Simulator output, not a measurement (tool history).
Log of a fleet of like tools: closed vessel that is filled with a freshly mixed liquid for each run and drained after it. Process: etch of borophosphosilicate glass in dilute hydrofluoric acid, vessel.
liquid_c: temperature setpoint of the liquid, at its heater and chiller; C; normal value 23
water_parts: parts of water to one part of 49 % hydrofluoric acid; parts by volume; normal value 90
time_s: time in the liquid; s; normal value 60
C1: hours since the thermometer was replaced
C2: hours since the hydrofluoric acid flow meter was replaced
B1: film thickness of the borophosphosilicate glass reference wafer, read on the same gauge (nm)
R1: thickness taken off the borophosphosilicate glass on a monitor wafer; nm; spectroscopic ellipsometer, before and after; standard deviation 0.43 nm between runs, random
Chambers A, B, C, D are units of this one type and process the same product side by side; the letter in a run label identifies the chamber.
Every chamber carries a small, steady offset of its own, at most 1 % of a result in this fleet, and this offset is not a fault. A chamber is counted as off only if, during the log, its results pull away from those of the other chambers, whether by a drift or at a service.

{"run": "1B", "hour": 2.8, "liquid_c": 23, "water_parts": 90, "time_s": 60, "C1": 24.5, "C2": 397.4, "B1": 110.01, "R1": 52.04}
{"run": "2A", "hour": 7.9, "liquid_c": 23, "water_parts": 90, "time_s": 60, "C1": 1563.5, "C2": 220.4, "B1": 109.99, "R1": 51.685}
{"run": "3C", "hour": 12.4, "liquid_c": 23, "water_parts": 90, "time_s": 60, "C1": 979.2, "C2": 70.4, "B1": 110, "R1": 51.283}
{"run": "4D", "hour": 16.6, "liquid_c": 23, "water_parts": 90, "time_s": 60, "C1": 908.1, "C2": 635.9, "B1": 110.04, "R1": 51.173}
{"run": "5D", "hour": 20.7, "liquid_c": 23, "water_parts": 90, "time_s": 60, "C1": 912.2, "C2": 640, "B1": 110.02, "R1": 50.974}
{"run": "6B", "hour": 24.5, "liquid_c": 23, "water_parts": 90, "time_s": 60, "C1": 46.2, "C2": 419.1, "B1": 110.01, "R1": 50.987}
{"run": "7C", "hour": 29.5, "liquid_c": 23, "water_parts": 90, "time_s": 60, "C1": 996.3, "C2": 87.5, "B1": 110.01, "R1": 51.556}
{"run": "8A", "hour": 32.9, "liquid_c": 23, "water_parts": 90, "time_s": 60, "C1": 1588.5, "C2": 245.4, "B1": 109.99, "R1": 51.171}
{"run": "9D", "hour": 35.4, "liquid_c": 23, "water_parts": 90, "time_s": 60, "C1": 926.9, "C2": 654.7, "B1": 109.99, "R1": 51.259}
{"run": "10C", "hour": 38.3, "liquid_c": 23, "water_parts": 90, "time_s": 60, "C1": 1005.1, "C2": 96.3, "B1": 110, "R1": 50.846}
{"run": "11B", "hour": 41.0, "liquid_c": 23, "water_parts": 90, "time_s": 60, "C1": 62.7, "C2": 435.6, "B1": 109.98, "R1": 51.388}
{"hour": 44.2, "done": "chamber D: hydrofluoric acid flow meter replaced"}
{"run": "12A", "hour": 46.2, "liquid_c": 19, "water_parts": 90, "time_s": 35, "C1": 1601.8, "C2": 258.7, "B1": 110.01, "R1": 25.483}
{"run": "13B", "hour": 50.3, "liquid_c": 19, "water_parts": 90, "time_s": 35, "C1": 72, "C2": 444.9, "B1": 109.98, "R1": 25.498}
{"run": "14D", "hour": 55.1, "liquid_c": 19, "water_parts": 90, "time_s": 35, "C1": 946.6, "C2": 11, "B1": 110.02, "R1": 25.285}
{"run": "15A", "hour": 57.8, "liquid_c": 19, "water_parts": 90, "time_s": 35, "C1": 1613.4, "C2": 270.3, "B1": 110.01, "R1": 25.584}
{"run": "16C", "hour": 60.5, "liquid_c": 25.5, "water_parts": 90, "time_s": 60, "C1": 1027.3, "C2": 118.5, "B1": 109.98, "R1": 55.843}
{"run": "17D", "hour": 65.6, "liquid_c": 25.5, "water_parts": 90, "time_s": 60, "C1": 957.1, "C2": 21.5, "B1": 110, "R1": 57.5}
{"run": "18A", "hour": 69.5, "liquid_c": 25.5, "water_parts": 90, "time_s": 60, "C1": 1625.1, "C2": 282, "B1": 109.99, "R1": 57.226}
{"run": "19B", "hour": 73.0, "liquid_c": 25.5, "water_parts": 90, "time_s": 60, "C1": 94.7, "C2": 467.6, "B1": 109.98, "R1": 57.058}
{"run": "20C", "hour": 77.4, "liquid_c": 23, "water_parts": 90, "time_s": 60, "C1": 1044.2, "C2": 135.4, "B1": 110.02, "R1": 51.602}
{"run": "21B", "hour": 80.1, "liquid_c": 23, "water_parts": 90, "time_s": 60, "C1": 101.8, "C2": 474.7, "B1": 109.98, "R1": 51.792}
{"run": "22D", "hour": 84.0, "liquid_c": 23, "water_parts": 90, "time_s": 60, "C1": 975.5, "C2": 39.9, "B1": 109.97, "R1": 51.476}
{"run": "23A", "hour": 89.0, "liquid_c": 27, "water_parts": 90, "time_s": 80, "C1": 1644.6, "C2": 301.5, "B1": 110, "R1": 80.655}
{"run": "24C", "hour": 93.7, "liquid_c": 27, "water_parts": 90, "time_s": 80, "C1": 1060.5, "C2": 151.7, "B1": 110.01, "R1": 79.666}
{"run": "25D", "hour": 97.2, "liquid_c": 27, "water_parts": 90, "time_s": 80, "C1": 988.7, "C2": 53.1, "B1": 110.01, "R1": 79.91}
{"run": "26C", "hour": 102.7, "liquid_c": 27, "water_parts": 90, "time_s": 80, "C1": 1069.5, "C2": 160.7, "B1": 109.99, "R1": 80.403}
{"run": "27B", "hour": 108.3, "liquid_c": 23, "water_parts": 90, "time_s": 60, "C1": 130, "C2": 502.9, "B1": 109.99, "R1": 51.406}
{"run": "28A", "hour": 112.7, "liquid_c": 23, "water_parts": 90, "time_s": 60, "C1": 1668.3, "C2": 325.2, "B1": 109.99, "R1": 51.502}
{"run": "29B", "hour": 115.3, "liquid_c": 23, "water_parts": 90, "time_s": 60, "C1": 137, "C2": 509.9, "B1": 110.02, "R1": 51.155}

For the next run the whole fleet of 4 chambers uses the same settings. Give each chamber's results:
{"run": "30A", "hour": 119.2, "liquid_c": 20.5, "water_parts": 90, "time_s": 60, "R1": "?"}
{"run": "30B", "hour": 119.2, "liquid_c": 20.5, "water_parts": 90, "time_s": 60, "R1": "?"}
{"run": "30C", "hour": 119.2, "liquid_c": 20.5, "water_parts": 90, "time_s": 60, "R1": "?"}
{"run": "30D", "hour": 119.2, "liquid_c": 20.5, "water_parts": 90, "time_s": 60, "R1": "?"}

run=30A R1=45.75
run=30B R1=46.487
run=30C R1=46.122
run=30D R1=45.816
